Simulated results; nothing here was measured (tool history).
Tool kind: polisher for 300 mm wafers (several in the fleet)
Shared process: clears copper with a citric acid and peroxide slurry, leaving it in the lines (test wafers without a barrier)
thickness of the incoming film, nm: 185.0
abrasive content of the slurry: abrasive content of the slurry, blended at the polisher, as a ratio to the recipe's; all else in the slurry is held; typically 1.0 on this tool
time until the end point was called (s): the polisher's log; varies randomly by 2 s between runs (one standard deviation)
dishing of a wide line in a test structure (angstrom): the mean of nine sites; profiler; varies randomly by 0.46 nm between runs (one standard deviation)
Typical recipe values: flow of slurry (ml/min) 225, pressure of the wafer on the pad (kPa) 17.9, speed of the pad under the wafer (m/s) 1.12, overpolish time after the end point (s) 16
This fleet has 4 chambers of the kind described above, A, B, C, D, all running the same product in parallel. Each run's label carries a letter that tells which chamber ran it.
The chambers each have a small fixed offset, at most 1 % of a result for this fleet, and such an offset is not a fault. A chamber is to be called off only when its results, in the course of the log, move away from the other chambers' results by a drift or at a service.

run   hour  flow of slurry (ml/min)  pressure of the wafer on the pad (kPa)  speed of the pad under the wafer (m/s)  abrasive content of the slurry  overpolish time after the end point (s)  wafers polished on this pad  hours since the slurry nozzle was cleaned  hours since the head pressure was calibrated  hours since the slurry blender was calibrated  time until the end point was called (s)  dishing of a wide line in a test structure (angstrom)
 1D    4.4                      225                                    17.9                                    1.12                             1.0                                       16                          611                                       57.6                                         756.4                                          382.9                                  104.090                                                 205.87
       5.1  -- chamber D: worn pad replaced by a new one
 2A    9.0                      225                                    17.9                                    1.12                             1.0                                       16                          388                                      384.9                                         748.5                                           88.2                                  100.130                                                 212.94
 3B   14.4                      225                                    17.9                                    1.12                             1.0                                       16                          914                                      163.6                                         418.5                                          333.1                                  103.430                                                 205.37
 4C   19.4                      225                                    17.9                                    1.12                             1.0                                       16                          670                                       55.3                                         700.4                                          365.4                                  105.490                                                 217.76
 5A   26.3                      225                                    17.9                                    1.12                             1.0                                       16                          541                                      402.2                                         765.8                                          105.5                                  102.300                                                 218.71
 6C   30.7                      225                                    17.9                                    1.12                             1.0                                       16                          770                                       66.6                                         711.7                                          376.7                                   99.917                                                 213.78
 7D   34.7                      225                                    21.4                                    1.42                             1.0                                       16                          263                                       87.9                                         786.7                                          413.2                                   66.610                                                 316.75
 8B   41.7                      225                                    21.4                                    1.42                             1.0                                       16                         1156                                      190.9                                         445.8                                          360.4                                   68.660                                                 302.92
 9B   46.6                      225                                    21.4                                    1.42                             1.0                                       16                         1200                                      195.8                                         450.7                                          365.3                                   68.761                                                 303.77
10C   50.2                      225                                    21.4                                    1.42                             1.0                                       16                          943                                       86.1                                         731.2                                          396.2                                   65.769                                                 302.73
      53.5  -- chamber B: worn pad replaced by a new one
11A   56.7                      225                                    17.9                                    1.12                             0.8                                       16                          811                                      432.6                                         796.2                                          135.9                                  106.880                                                 204.94
12D   60.4                      225                                    17.9                                    1.12                             0.8                                       16                          491                                      113.6                                         812.4                                          438.9                                  105.340                                                 196.83
13C   65.0                      225                                    17.9                                    1.12                             0.8                                       16                         1074                                      100.9                                         746.0                                          411.0                                  108.640                                                 205.54
      65.5  -- chamber A: worn pad replaced by a new one
      67.7  -- chamber A: slurry nozzle cleaned
      67.9  -- chamber D: worn pad replaced by a new one
14B   69.7                      225                                    17.9                                    1.12                             0.8                                       16                          143                                      218.9                                         473.8                                          388.4                                  112.310                                                 200.72
15D   74.1                      225                                    17.9                                    1.12                             1.0                                       16                           55                                      127.3                                         826.1                                          452.6                                   99.404                                                 212.36
      78.3  -- chamber B: slurry blender recalibrated
16A   80.9                      225                                    17.9                                    1.12                             1.0                                       16                          137                                       13.2                                         820.4                                          160.1                                  100.030                                                 210.83
      85.6  -- chamber C: slurry blender recalibrated
17D   86.8                      225                                    17.9                                    1.12                             1.0                                       16                          167                                      140.0                                         838.8                                          465.3                                  100.210                                                 207.87
18C   90.3                      225                                    22.8                                    1.12                             1.0                                       16                         1299                                      126.2                                         771.3                                            4.7                                   82.535                                                 260.05
      91.1  -- chamber C: worn pad replaced by a new one
19B   95.2                      225                                    22.8                                    1.12                             1.0                                       16                          370                                      244.4                                         499.3                                           16.9                                   84.455                                                 256.97
20A  101.6                      225                                    22.8                                    1.12                             1.0                                       16                          321                                       33.9                                         841.1                                          180.8                                   80.470                                                 261.75
21C  108.3                      225                                    22.8                                    1.12                             1.0                                       16                          153                                      144.2                                         789.3                                           22.7                                   77.662                                                 268.54
22A  111.9                      225                                    17.9                                    1.12                             1.0                                       16                          412                                       44.2                                         851.4                                          191.1                                  101.720                                                 213.14
23B  116.6                      170                                    15.2                                    1.12                             1.0                                       16                          560                                      265.8                                         520.7                                           38.3                                  133.310                                                 164.54
     119.0  -- chamber A: head pressure recalibrated
24D  123.2                      170                                    15.2                                    1.12                             1.0                                       16                          490                                      176.4                                         875.2                                          501.7                                  120.840                                                 169.28
25A  128.8                      170                                    15.2                                    1.12                             1.0                                       16                          562                                       61.1                                           9.9                                          208.0                                  121.160                                                 177.47
     128.9  -- chamber C: head pressure recalibrated
26C  134.8                      170                                    15.2                                    1.12                             1.0                                       16                          388                                      170.7                                           6.0                                           49.2                                  127.180                                                 179.48
27B  140.4                      225                                    17.9                                    1.12                             1.0                                       16                          771                                      289.6                                         544.5                                           62.1                                  115.700                                                 189.21
     141.0  -- chamber D: worn pad replaced by a new one
28D  146.8                      225                                    17.9                                    1.12                             1.0                                       16                           52                                      200.0                                         898.8                                          525.3                                  100.820                                                 218.49
     148.7  -- chamber D: slurry blender recalibrated
29A  152.9                      225                                    17.9                                    1.12                             1.0                                       16                          776                                       85.2                                          34.0                                          232.1                                  105.180                                                 216.81
30D  157.4                      225                                    17.9                                    1.12                             1.0                                       16                          146                                      210.6                                         909.4                                            8.7                                  103.350                                                 209.29

Each of the 4 chambers runs these same settings next. Fill in every chamber's results:
31A  162.5                      225                                    17.9                                    1.12                             1.0                                       16                                                                                                                                                                                                             ?                                                      ?
31B  162.5                      225                                    17.9                                    1.12                             1.0                                       16                                                                                                                                                                                                             ?                                                      ?
31C  162.5                      225                                    17.9                                    1.12                             1.0                                       16                                                                                                                                                                                                             ?                                                      ?
31D  162.5                      225                                    17.9                                    1.12                             1.0                                       16                                                                                                                                                                                                             ?                                                      ?

run  time until the end point was called (s)  dishing of a wide line in a test structure (angstrom)
31A                                  100.050                                                 211.44
31B                                  117.390                                                 190.42
31C                                  102.920                                                 215.42
31D                                  102.420                                                 210.05

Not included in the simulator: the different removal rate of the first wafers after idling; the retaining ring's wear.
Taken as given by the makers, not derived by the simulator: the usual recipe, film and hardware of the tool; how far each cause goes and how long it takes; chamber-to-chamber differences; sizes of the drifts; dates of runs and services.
